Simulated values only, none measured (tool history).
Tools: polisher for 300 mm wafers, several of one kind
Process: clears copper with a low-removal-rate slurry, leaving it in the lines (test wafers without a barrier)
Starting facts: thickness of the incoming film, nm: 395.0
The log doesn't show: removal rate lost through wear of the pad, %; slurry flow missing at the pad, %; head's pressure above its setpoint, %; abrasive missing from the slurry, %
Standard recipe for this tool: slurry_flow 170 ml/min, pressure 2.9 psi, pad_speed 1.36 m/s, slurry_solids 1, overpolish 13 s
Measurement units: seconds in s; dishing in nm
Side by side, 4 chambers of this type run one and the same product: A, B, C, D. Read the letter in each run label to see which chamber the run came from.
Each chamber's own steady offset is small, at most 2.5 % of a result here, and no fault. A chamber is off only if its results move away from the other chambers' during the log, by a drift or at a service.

| run | hour | slurry_flow | pressure | pad_speed | slurry_solids | overpolish | wafers polished on this pad | hours since the slurry nozzle was cleaned | hours since the head pressure was calibrated | hours since the slurry blender was calibrated | seconds | dishing |
|---|---|---|---|---|---|---|---|---|---|---|---|---|
| 1A | 7.4 | 170 | 2.9 | 1.36 | 1 | 13 | 149 | 144.5 | 321.1 | 157 | 95.71 | 25.748 |
|  | 10.7 | chamber D: slurry blender recalibrated |
| 2C | 18.2 | 170 | 2.9 | 1.36 | 1 | 13 | 1372 | 149.8 | 508.1 | 239.7 | 95.727 | 26.66 |
| 3D | 26.6 | 170 | 2.9 | 1.36 | 1 | 13 | 687 | 316.3 | 706.3 | 15.9 | 95.808 | 26.167 |
| 4B | 32.2 | 170 | 2.9 | 1.36 | 1 | 13 | 391 | 189.5 | 105 | 67 | 94.776 | 26.919 |
|  | 37.7 | chamber C: worn pad replaced by a new one |
| 5C | 40.8 | 170 | 2.9 | 1.36 | 1 | 13 | 20 | 172.4 | 530.7 | 262.3 | 96.829 | 26.343 |
|  | 41.6 | chamber A: head pressure recalibrated |
| 6D | 50 | 170 | 2.9 | 1.36 | 1 | 13 | 840 | 339.7 | 729.7 | 39.3 | 97.229 | 26.133 |
| 7A | 56.8 | 170 | 2.9 | 1.36 | 1 | 13 | 472 | 193.9 | 15.3 | 206.4 | 93.899 | 26.091 |
|  | 59.6 | chamber D: worn pad replaced by a new one |
| 8B | 63.1 | 170 | 2.9 | 1.36 | 1 | 13 | 593 | 220.4 | 135.9 | 97.9 | 96.907 | 26.818 |
| 9C | 71.8 | 125 | 3.7 | 1.36 | 1 | 13 | 223 | 203.4 | 561.7 | 293.3 | 81.566 | 29.84 |
|  | 80.2 | chamber B: worn pad replaced by a new one |
| 10A | 82 | 125 | 3.7 | 1.36 | 1 | 13 | 636 | 219.1 | 40.5 | 231.6 | 76.916 | 28.795 |
| 11D | 88.8 | 125 | 3.7 | 1.36 | 1 | 13 | 191 | 378.5 | 768.5 | 78.1 | 82.225 | 30.09 |
| 12B | 94.9 | 125 | 3.7 | 1.36 | 1 | 13 | 96 | 252.2 | 167.7 | 129.7 | 79.006 | 29.456 |
|  | 96.5 | chamber D: head pressure recalibrated |
| 13C | 102.1 | 170 | 2.9 | 1.36 | 1 | 13 | 420 | 233.7 | 592 | 323.6 | 97.963 | 26.523 |
|  | 108.9 | chamber D: slurry blender recalibrated |
| 14B | 108.9 | 170 | 2.9 | 1.36 | 1 | 13 | 187 | 266.2 | 181.7 | 143.7 | 96.386 | 27.461 |
| 15A | 118.2 | 170 | 2.9 | 1.36 | 1 | 13 | 873 | 255.3 | 76.7 | 267.8 | 93.211 | 25.921 |
| 16D | 124.1 | 170 | 2.9 | 1.36 | 1 | 13 | 421 | 413.8 | 27.7 | 15.3 | 99.619 | 26.158 |
| 17B | 130.2 | 170 | 2.9 | 1.36 | 1 | 13 | 326 | 287.5 | 203 | 165 | 97.506 | 26.78 |
| 18C | 138.2 | 170 | 2.9 | 1.36 | 1 | 13 | 656 | 269.8 | 628.1 | 359.7 | 97.043 | 26.652 |
| 19D | 143.1 | 170 | 2.9 | 1.36 | 1 | 13 | 546 | 432.8 | 46.7 | 34.3 | 102.57 | 26.494 |
|  | 150.4 | chamber C: slurry nozzle cleaned |
| 20A | 151.1 | 170 | 2.9 | 1.36 | 1 | 13 | 1088 | 288.2 | 109.6 | 300.7 | 95.985 | 26.41 |
| 21B | 160.6 | 170 | 2.9 | 1.36 | 1 | 13 | 525 | 317.9 | 233.4 | 195.4 | 95.369 | 26.77 |
| 22C | 165.8 | 170 | 2.9 | 1.36 | 1 | 13 | 837 | 15.4 | 655.7 | 387.3 | 96.222 | 26.43 |
| 23D | 171.6 | 170 | 2.9 | 1.36 | 1 | 13 | 732 | 461.3 | 75.2 | 62.8 | 101.45 | 26.421 |
| 24A | 182.6 | 170 | 2.9 | 1.36 | 1 | 13 | 1294 | 319.7 | 141.1 | 332.2 | 97.891 | 25.947 |
|  | 183.7 | chamber A: worn pad replaced by a new one |
| 25D | 192.2 | 170 | 2.9 | 1.36 | 1 | 13 | 866 | 481.9 | 95.8 | 83.4 | 101.73 | 25.642 |
|  | 192.8 | chamber D: worn pad replaced by a new one |
| 26A | 197.2 | 170 | 2.9 | 1.36 | 1 | 13 | 88 | 334.3 | 155.7 | 346.8 | 97.138 | 25.316 |
|  | 201.4 | chamber B: worn pad replaced by a new one |
| 27B | 204.2 | 170 | 2.9 | 1.36 | 1 | 13 | 18 | 361.5 | 277 | 239 | 98.921 | 26.679 |
| 28C | 209.2 | 170 | 2.9 | 1.36 | 1 | 13 | 1120 | 58.8 | 699.1 | 430.7 | 97.325 | 26.071 |
| 29B | 213.9 | 170 | 2.9 | 1.36 | 1 | 13 | 82 | 371.2 | 286.7 | 248.7 | 97.932 | 26.257 |
| 30A | 219 | 170 | 2.9 | 1.36 | 0.9 | 10 | 230 | 356.1 | 177.5 | 368.6 | 97.342 | 21.622 |
|  | 221.1 | chamber D: slurry blender recalibrated |
| 31C | 225.9 | 170 | 2.9 | 1.36 | 0.9 | 10 | 1229 | 75.5 | 715.8 | 447.4 | 98.882 | 22.175 |
|  | 228.9 | chamber C: slurry blender recalibrated |
| 32D | 232.3 | 170 | 2.9 | 1.36 | 0.9 | 10 | 258 | 522 | 135.9 | 11.3 | 109.84 | 21.215 |
| 33C | 240 | 170 | 2.9 | 1.36 | 0.9 | 10 | 1321 | 89.6 | 729.9 | 11.1 | 98.606 | 22.702 |

One chamber off, gauge drift, or nothing amiss beyond the chambers' own small offsets? If it is a chamber, which one, and what is the likeliest cause?

Little by little, chamber D moves away from the other chambers.
Cause: slurry flow missing at the pad, % = 40.5.

Below are 4 candidate recipes for chamber D's next run, each the usual settings with a change, their results shown as question marks. Which of them brings D's results back in line with what the other chambers give on the usual settings?
In line means no further than this from the other chambers' mean on the usual settings: seconds 4.1 s; dishing 1.2 nm
| 34D-1 | 247.9 | 175 | 3.2 | 1.52 | 1 | 12 |  |  |  |  | ? | ? |
| 34D-2 | 247.9 | 170 | 2.8 | 1.28 | 1 | 13 |  |  |  |  | ? | ? |
| 34D-3 | 247.9 | 165 | 2.6 | 1.2 | 1 | 14 |  |  |  |  | ? | ? |
| 34D-4 | 247.9 | 170 | 3 | 1.44 | 1 | 13 |  |  |  |  | ? | ? |

Mean of the other chambers on the usual settings: seconds 95.991 s; dishing 26.351 nm
| run | seconds | dishing |
|---|---|---|
| 34D-1 | 85.435 | 27.346 |
| 34D-2 | 116.83 | 23.658 |
| 34D-3 | 135.24 | 22.512 |
| 34D-4 | 96.893 | 26.56 |
With 34D-4, the chamber falls back in line with the rest.
